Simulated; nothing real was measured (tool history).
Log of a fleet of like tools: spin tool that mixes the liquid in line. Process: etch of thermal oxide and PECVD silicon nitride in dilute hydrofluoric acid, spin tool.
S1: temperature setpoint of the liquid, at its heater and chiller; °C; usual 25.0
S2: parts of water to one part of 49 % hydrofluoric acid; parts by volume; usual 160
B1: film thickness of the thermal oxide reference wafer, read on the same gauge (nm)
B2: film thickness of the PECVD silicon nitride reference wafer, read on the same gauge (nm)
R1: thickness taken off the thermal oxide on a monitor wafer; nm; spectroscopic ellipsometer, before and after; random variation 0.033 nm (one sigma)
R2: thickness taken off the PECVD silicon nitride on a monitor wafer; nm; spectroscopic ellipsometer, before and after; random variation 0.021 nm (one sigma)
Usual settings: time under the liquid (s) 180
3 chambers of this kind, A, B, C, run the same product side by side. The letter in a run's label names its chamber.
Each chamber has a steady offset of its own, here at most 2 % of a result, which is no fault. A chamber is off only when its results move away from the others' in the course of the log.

run 1C hour=6.4 | S1=25.0 S2=160 time_under_the_liquid_(s)=180 | B1=149.98 B2=69.985 | R1=5.1808 R2=4.3535
run 2B hour=12.1 | S1=25.0 S2=160 time_under_the_liquid_(s)=180 | B1=150.01 B2=69.971 | R1=5.2176 R2=4.4565
run 3A hour=16.0 | S1=25.0 S2=160 time_under_the_liquid_(s)=180 | B1=149.99 B2=70.000 | R1=5.2666 R2=4.4493
run 4A hour=21.5 | S1=25.0 S2=160 time_under_the_liquid_(s)=180 | B1=149.98 B2=70.053 | R1=5.2655 R2=4.4664
run 5C hour=27.1 | S1=25.0 S2=160 time_under_the_liquid_(s)=180 | B1=150.00 B2=70.037 | R1=5.1325 R2=4.4032
run 6B hour=30.0 | S1=25.0 S2=160 time_under_the_liquid_(s)=180 | B1=150.00 B2=69.944 | R1=5.1765 R2=4.4213
run 7A hour=36.5 | S1=25.0 S2=160 time_under_the_liquid_(s)=180 | B1=149.97 B2=69.967 | R1=5.2823 R2=4.4543
run 8C hour=42.0 | S1=25.0 S2=160 time_under_the_liquid_(s)=180 | B1=150.00 B2=69.965 | R1=5.1359 R2=4.3569
run 9B hour=46.7 | S1=25.0 S2=160 time_under_the_liquid_(s)=180 | B1=150.00 B2=70.003 | R1=5.2406 R2=4.4385
run 10B hour=52.8 | S1=21.5 S2=230 time_under_the_liquid_(s)=180 | B1=149.99 B2=70.044 | R1=2.9565 R2=2.4917
run 11A hour=56.9 | S1=21.5 S2=230 time_under_the_liquid_(s)=180 | B1=149.99 B2=70.014 | R1=3.0055 R2=2.4592
run 12C hour=61.9 | S1=21.5 S2=230 time_under_the_liquid_(s)=180 | B1=150.02 B2=69.999 | R1=2.9689 R2=2.4470
run 13B hour=64.9 | S1=25.0 S2=160 time_under_the_liquid_(s)=180 | B1=150.00 B2=69.992 | R1=5.1422 R2=4.4488
run 14A hour=69.9 | S1=25.0 S2=160 time_under_the_liquid_(s)=255 | B1=149.99 B2=69.975 | R1=7.4548 R2=6.3362
run 15C hour=73.5 | S1=25.0 S2=160 time_under_the_liquid_(s)=255 | B1=150.01 B2=70.001 | R1=7.4104 R2=6.1801
run 16A hour=78.5 | S1=25.0 S2=160 time_under_the_liquid_(s)=255 | B1=149.98 B2=69.973 | R1=7.4633 R2=6.3021
run 17B hour=84.4 | S1=25.0 S2=160 time_under_the_liquid_(s)=180 | B1=150.00 B2=69.975 | R1=5.2406 R2=4.4278
run 18C hour=90.9 | S1=25.0 S2=160 time_under_the_liquid_(s)=180 | B1=150.00 B2=69.984 | R1=5.2325 R2=4.3813
run 19B hour=94.6 | S1=22.0 S2=160 time_under_the_liquid_(s)=245 | B1=149.99 B2=69.964 | R1=6.3595 R2=5.0146
run 20C hour=99.1 | S1=22.0 S2=160 time_under_the_liquid_(s)=245 | B1=149.99 B2=69.995 | R1=6.2875 R2=4.9259
run 21A hour=102.6 | S1=22.0 S2=160 time_under_the_liquid_(s)=245 | B1=150.01 B2=70.057 | R1=6.3299 R2=4.9468
run 22C hour=106.0 | S1=25.0 S2=160 time_under_the_liquid_(s)=180 | B1=149.98 B2=69.986 | R1=5.1808 R2=4.3495
run 23B hour=112.5 | S1=25.0 S2=160 time_under_the_liquid_(s)=180 | B1=150.01 B2=70.012 | R1=5.2610 R2=4.4734
run 24A hour=115.4 | S1=25.0 S2=160 time_under_the_liquid_(s)=180 | B1=150.01 B2=70.014 | R1=5.2853 R2=4.4249
run 25B hour=119.7 | S1=25.0 S2=160 time_under_the_liquid_(s)=180 | B1=150.00 B2=70.004 | R1=5.2332 R2=4.4212
run 26C hour=123.4 | S1=25.0 S2=160 time_under_the_liquid_(s)=180 | B1=149.99 B2=69.982 | R1=5.1717 R2=4.3768
run 27A hour=128.8 | S1=25.0 S2=160 time_under_the_liquid_(s)=180 | B1=149.99 B2=70.032 | R1=5.2154 R2=4.4498
run 28C hour=133.2 | S1=23.5 S2=160 time_under_the_liquid_(s)=180 | B1=149.99 B2=70.039 | R1=4.8880 R2=3.9385
run 29B hour=136.3 | S1=23.5 S2=160 time_under_the_liquid_(s)=180 | B1=150.01 B2=70.013 | R1=4.9498 R2=4.0324
run 30A hour=141.5 | S1=23.5 S2=160 time_under_the_liquid_(s)=180 | B1=150.01 B2=69.982 | R1=4.9454 R2=4.0415
run 31A hour=148.1 | S1=25.0 S2=160 time_under_the_liquid_(s)=180 | B1=150.01 B2=69.923 | R1=5.2662 R2=4.4524

Is one chamber off against the others, does the gauge drift, or is nothing wrong? If a chamber is off, say which, and what the likeliest cause is.

No chamber stands off beyond its own small offset, and the gauge holds steady.
